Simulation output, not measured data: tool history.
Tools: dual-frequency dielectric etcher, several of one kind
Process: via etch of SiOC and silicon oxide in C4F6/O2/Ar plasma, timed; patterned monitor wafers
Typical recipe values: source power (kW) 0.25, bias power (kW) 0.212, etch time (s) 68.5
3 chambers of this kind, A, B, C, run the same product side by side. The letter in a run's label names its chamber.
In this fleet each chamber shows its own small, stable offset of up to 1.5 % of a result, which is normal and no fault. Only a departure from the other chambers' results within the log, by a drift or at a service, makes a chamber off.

run,hour,source power (kW),bias power (kW),etch time (s),hours since the last wet clean,hours since the last source power generator calibration,hours since the last bias power generator calibration,"read-back reference wafer on the same gauge, depth_nm",mean etch depth across the wafer (nm)
1B,6.7,0.25,0.212,68.5,16.1,362.9,77.9,70.709,68.71
2C,12.9,0.25,0.212,68.5,347.5,2253.8,1428.7,70.69,68.874
3A,21.8,0.25,0.212,68.5,254.4,150.3,155,70.737,67.965
4C,35.2,0.25,0.212,68.5,369.8,2276.1,1451,70.755,68.692
5B,43.4,0.25,0.212,68.5,52.8,399.6,114.6,70.7,69.035
6A,53.8,0.25,0.212,68.5,286.4,182.3,187,70.658,68.151
7B,66.9,0.25,0.212,68.5,76.3,423.1,138.1,70.625,68.62
8C,76.5,0.25,0.212,68.5,411.1,2317.4,1492.3,70.656,68.857
9A,90,0.25,0.212,68.5,322.6,218.5,223.2,70.703,68.442
10A,96.9,0.25,0.212,68.5,329.5,225.4,230.1,70.74,68.304
11C,107.9,0.25,0.212,68.5,442.5,2348.8,1523.7,70.727,68.828
12B,116.1,0.23,0.212,81.5,125.5,472.3,187.3,70.752,79.033
13B,129.5,0.23,0.212,81.5,138.9,485.7,200.7,70.718,79.538
14A,140.8,0.23,0.212,81.5,373.4,269.3,274,70.659,78.526
15C,149.3,0.25,0.212,68.5,483.9,2390.2,1565.1,70.728,69.551
16B,156.2,0.3,0.249,68.5,165.6,512.4,227.4,70.669,77.769
17C,164.2,0.3,0.249,68.5,498.8,2405.1,1580,70.682,78.768
18A,176.4,0.3,0.249,68.5,409,304.9,309.6,70.699,77.415
# hour 177.6: chamber A: wet clean of the chamber
19A,186.7,0.25,0.212,68.5,9.2,315.2,319.9,70.718,67.971
20B,197.4,0.25,0.212,68.5,206.8,553.6,268.6,70.702,68.67
21C,208,0.25,0.212,68.5,542.6,2448.9,1623.8,70.704,69.907
22B,219.7,0.25,0.212,68.5,229.1,575.9,290.9,70.66,68.74
23A,227.8,0.25,0.212,68.5,50.3,356.3,361,70.718,67.836

Is one chamber out of step, is the gauge drifting, or do the chambers differ by no more than their own small offsets? For an off chamber, give its letter and the likeliest cause.

It is chamber C that slowly wanders off from its peers.
Most likely cause: etch rate over this chamber's usual, % = 2.
The log may not tell that from: source power that arrives over what is set, %; bias power that arrives over what is set, %.

Which of the 4 candidates below, each the usual settings with something changed and its results left as question marks, puts chamber C back in line with what the other chambers give on the usual settings?
In line here means within this much of the mean the other chambers give on the usual settings: mean etch depth across the wafer (nm) 0.63
24C-1,237.9,0.25,0.18,68.5,,,,,?
24C-2,237.9,0.25,0.229,68.5,,,,,?
24C-3,237.9,0.25,0.211,67,,,,,?
24C-4,237.9,0.27,0.227,68.5,,,,,?

The mean the other chambers reach with the usual settings: mean etch depth across the wafer (nm) 68.435
run,mean etch depth across the wafer (nm)
24C-1,66.578
24C-2,72.297
24C-3,68.733
24C-4,74.199
24C-3 puts the chamber back in line with the other chambers.
